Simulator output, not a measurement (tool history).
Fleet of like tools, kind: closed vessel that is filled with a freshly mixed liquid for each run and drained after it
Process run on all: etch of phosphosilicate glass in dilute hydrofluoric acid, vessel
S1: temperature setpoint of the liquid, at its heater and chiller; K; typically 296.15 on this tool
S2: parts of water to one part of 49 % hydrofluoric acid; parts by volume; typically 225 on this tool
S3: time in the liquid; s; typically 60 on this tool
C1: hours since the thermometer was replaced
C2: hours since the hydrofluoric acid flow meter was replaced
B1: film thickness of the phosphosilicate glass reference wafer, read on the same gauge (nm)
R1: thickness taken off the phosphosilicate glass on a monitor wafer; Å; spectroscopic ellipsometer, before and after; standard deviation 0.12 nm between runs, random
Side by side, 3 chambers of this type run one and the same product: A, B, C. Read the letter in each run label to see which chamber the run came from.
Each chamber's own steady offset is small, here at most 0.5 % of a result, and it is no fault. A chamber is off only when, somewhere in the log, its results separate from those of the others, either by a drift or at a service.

Run 1C, hour 4.8: usual settings; C1 2439.8; C2 1045.3; B1 60.007. Result: R1 145.650 Å.
Run 2A, hour 11.9: usual settings; C1 277.0; C2 385.5; B1 59.999. Result: R1 148.060 Å.
Run 3B, hour 17.2: usual settings; C1 389.9; C2 811.5; B1 59.986. Result: R1 148.580 Å.
Run 4C, hour 25.2: usual settings; C1 2460.2; C2 1065.7; B1 60.000. Result: R1 145.300 Å.
Run 5A, hour 32.2: usual settings; C1 297.3; C2 405.8; B1 59.992. Result: R1 143.600 Å.
Run 6B, hour 38.0: usual settings; C1 410.7; C2 832.3; B1 60.004. Result: R1 147.020 Å.
Run 7A, hour 46.7: usual settings but S1 298.15 K; C1 311.8; C2 420.3; B1 60.017. Result: R1 157.190 Å.
Run 8B, hour 51.3: usual settings but S1 298.15 K; C1 424.0; C2 845.6; B1 59.993. Result: R1 158.910 Å.
Run 9C, hour 59.8: usual settings but S1 298.15 K; C1 2494.8; C2 1100.3; B1 59.997. Result: R1 154.670 Å.
Run 10B, hour 68.1: usual settings; C1 440.8; C2 862.4; B1 59.981. Result: R1 148.760 Å.
Run 11C, hour 75.4: usual settings; C1 2510.4; C2 1115.9; B1 60.008. Result: R1 145.990 Å.
Run 12A, hour 82.9: usual settings; C1 348.0; C2 456.5; B1 59.998. Result: R1 143.730 Å.
Run 13B, hour 91.8: usual settings; C1 464.5; C2 886.1; B1 60.006. Result: R1 147.810 Å.
Run 14C, hour 99.3: usual settings; C1 2534.3; C2 1139.8; B1 60.002. Result: R1 144.190 Å.
Run 15A, hour 107.9: usual settings but S3 30 s; C1 373.0; C2 481.5; B1 59.996. Result: R1 72.325 Å.
Run 16B, hour 114.7: usual settings but S3 30 s; C1 487.4; C2 909.0; B1 59.994. Result: R1 74.689 Å.
Run 17A, hour 122.1: usual settings but S3 30 s; C1 387.2; C2 495.7; B1 60.006. Result: R1 71.941 Å.
At hour 126.3: chamber C: thermometer replaced.
Run 18C, hour 130.1: usual settings; C1 3.8; C2 1170.6; B1 59.996. Result: R1 146.520 Å.
Run 19B, hour 138.3: usual settings; C1 511.0; C2 932.6; B1 60.001. Result: R1 146.580 Å.
Run 20A, hour 143.0: usual settings; C1 408.1; C2 516.6; B1 59.994. Result: R1 142.060 Å.
Run 21C, hour 148.8: usual settings; C1 22.5; C2 1189.3; B1 60.000. Result: R1 145.550 Å.
Run 22B, hour 157.5: usual settings; C1 530.2; C2 951.8; B1 59.995. Result: R1 147.160 Å.
Run 23A, hour 166.6: usual settings; C1 431.7; C2 540.2; B1 60.001. Result: R1 142.250 Å.
Run 24C, hour 171.5: usual settings; C1 45.2; C2 1212.0; B1 59.996. Result: R1 144.420 Å.
Run 25B, hour 179.0: usual settings; C1 551.7; C2 973.3; B1 60.009. Result: R1 146.340 Å.
Run 26C, hour 187.1: usual settings; C1 60.8; C2 1227.6; B1 60.004. Result: R1 145.850 Å.
At hour 193.3: chamber C: hydrofluoric acid flow meter replaced.
Run 27A, hour 193.3: usual settings; C1 458.4; C2 566.9; B1 60.000. Result: R1 139.780 Å.
Run 28C, hour 197.6: usual settings; C1 71.3; C2 4.3; B1 60.001. Result: R1 144.620 Å.
Run 29B, hour 205.0: usual settings; C1 577.7; C2 999.3; B1 59.998. Result: R1 145.940 Å.
Run 30A, hour 211.6: usual settings; C1 476.7; C2 585.2; B1 60.005. Result: R1 138.530 Å.
Run 31A, hour 221.0: usual settings; C1 486.1; C2 594.6; B1 59.990. Result: R1 140.480 Å.
Run 32C, hour 225.6: usual settings but S1 294.15 K, S2 175 parts by volume; C1 99.3; C2 32.3; B1 60.015. Result: R1 182.990 Å.

Next, every chamber runs the same settings. What will each give?
Run 33A, hour 232.3: usual settings. Result: R1 ?.
Run 33B, hour 232.3: usual settings. Result: R1 ?.
Run 33C, hour 232.3: usual settings. Result: R1 ?.

run       R1
33A  140.790
33B  148.530
33C  145.900
